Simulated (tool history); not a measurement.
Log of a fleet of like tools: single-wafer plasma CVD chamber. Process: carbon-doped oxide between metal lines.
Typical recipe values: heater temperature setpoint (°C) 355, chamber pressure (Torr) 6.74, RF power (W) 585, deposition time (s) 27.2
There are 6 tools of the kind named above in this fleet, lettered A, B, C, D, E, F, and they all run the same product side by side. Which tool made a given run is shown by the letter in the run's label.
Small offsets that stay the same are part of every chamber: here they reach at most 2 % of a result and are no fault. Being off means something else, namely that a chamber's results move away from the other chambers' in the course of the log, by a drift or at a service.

run	hour	heater temperature setpoint (°C)	chamber pressure (Torr)	RF power (W)	deposition time (s)	hours since the last thermocouple change	hours since the last RF generator calibration	hours since the last manometer calibration	read-back reference wafer on the same gauge, thickness_nm	mean film thickness on the monitor wafer (nm)
1E	8.5	355	6.74	585	27.2	1089.5	103.7	945.6	163.88	156.15
2C	14.5	355	6.74	585	27.2	388.7	1737.3	1337.4	164.09	154
3D	25.3	355	6.74	585	27.2	1557.1	570.1	1762.1	163.98	156.55
4A	33.2	355	6.74	585	27.2	638.5	424.4	1573.3	163.93	156.25
# hour 36.8: chamber C: RF generator calibrated
5F	41.1	355	6.74	585	27.2	772.6	562.4	368.5	164.11	156.91
6B	52.2	355	6.74	585	27.2	1333.8	873.3	1487	164.27	158.55
7F	62.9	355	6.74	585	27.2	794.4	584.2	390.3	164.15	156.74
8E	70	355	6.74	585	27.2	1151	165.2	1007.1	163.85	157.47
9A	79.1	355	6.74	585	27.2	684.4	470.3	1619.2	163.98	155.38
10C	90.1	355	6.74	585	27.2	464.3	53.3	1413	163.77	154.14
11B	95.8	369	6.74	585	27.2	1377.4	916.9	1530.6	164.08	154.28
12D	102	369	6.74	585	27.2	1633.8	646.8	1838.8	164.09	151.98
13F	108.2	369	6.74	585	27.2	839.7	629.5	435.6	164.06	151.05
14D	113.3	369	6.74	585	27.2	1645.1	658.1	1850.1	163.97	151.09
# hour 118.3: chamber D: thermocouple changed; heater temperature recalibrated
15A	119.6	369	6.74	585	27.2	724.9	510.8	1659.7	163.97	149.52
16E	128.8	369	6.74	585	27.2	1209.8	224	1065.9	164.03	151.28
17C	138.5	355	6.74	585	27.2	512.7	101.7	1461.4	163.95	155.69
18B	145.4	355	6.74	585	27.2	1427	966.5	1580.2	163.9	158.48
# hour 155.2: chamber C: capacitance manometer re-zeroed and calibrated
19A	156.2	355	6.74	585	27.2	761.5	547.4	1696.3	163.93	154.1
20F	161.3	355	6.74	585	27.2	892.8	682.6	488.7	164.02	156.65
21E	167	355	6.74	585	27.2	1248	262.2	1104.1	164.15	155.99
22C	172.7	355	6.74	585	27.2	546.9	135.9	17.6	163.98	154.21
23B	178.1	355	6.74	585	27.2	1459.7	999.2	1612.9	163.99	159.49
24D	184.5	355	6.74	585	27.2	66.2	729.3	1921.3	163.9	154.27
25D	194.5	355	6.74	585	27.2	76.2	739.3	1931.3	163.93	155.36
26C	202	355	6.74	585	27.2	576.2	165.2	46.9	164.06	153.74
27F	210.6	355	6.74	585	27.2	942.1	731.9	538	164.2	158.2
28E	216.2	355	6.74	585	27.2	1297.2	311.4	1153.3	164.03	155.82
29B	227.7	355	6.74	585	27.2	1509.3	1048.8	1662.5	164.12	159.12
30A	234.9	355	6.74	585	27.2	840.2	626.1	1775	163.96	156.15
31D	244.3	355	6.74	585	27.2	126	789.1	1981.1	164.3	154.71
32C	251.2	355	6.74	585	27.2	625.4	214.4	96.1	163.96	154.98
33A	260.9	355	6.74	585	27.2	866.2	652.1	1801	164.01	155.79
34E	266	355	6.74	585	27.2	1347	361.2	1203.1	163.94	156.76
35F	271.1	355	6.74	585	27.2	1002.6	792.4	598.5	163.96	156.58
36B	281.4	355	6.74	540	22.4	1563	1102.5	1716.2	163.93	124.3
37F	291.6	355	6.74	540	22.4	1023.1	812.9	619	164.09	123.73

Read the log: is a single chamber off, either drifting away or since a service, is the gauge that measures every chamber drifting, or is nothing wrong beyond small per-chamber offsets? Name any odd chamber and what most likely caused it.

Little by little, chamber D moves away from the other chambers.
Likeliest cause: delivered RF power below the setpoint (%) = 4.47.

Which of the 4 candidates below, each the usual settings with something changed and its results left as question marks, puts chamber D back in line with what the other chambers give on the usual settings?
To be in line, a result may differ from the other chambers' mean on the usual settings by at most: mean film thickness on the monitor wafer (nm) 2.8
38D-1	300	357	6.74	535	27.2					?
38D-2	300	356	6.7	565	27.2					?
38D-3	300	355	6.74	585	27.9					?
38D-4	300	337	6.74	585	27.2					?

The other chambers' mean on the usual settings: mean film thickness on the monitor wafer (nm) 156.7
run	mean film thickness on the monitor wafer (nm)
38D-1	143.88
38D-2	149.34
38D-3	157.01
38D-4	161.65
38D-3 puts the chamber back in line with the other chambers.
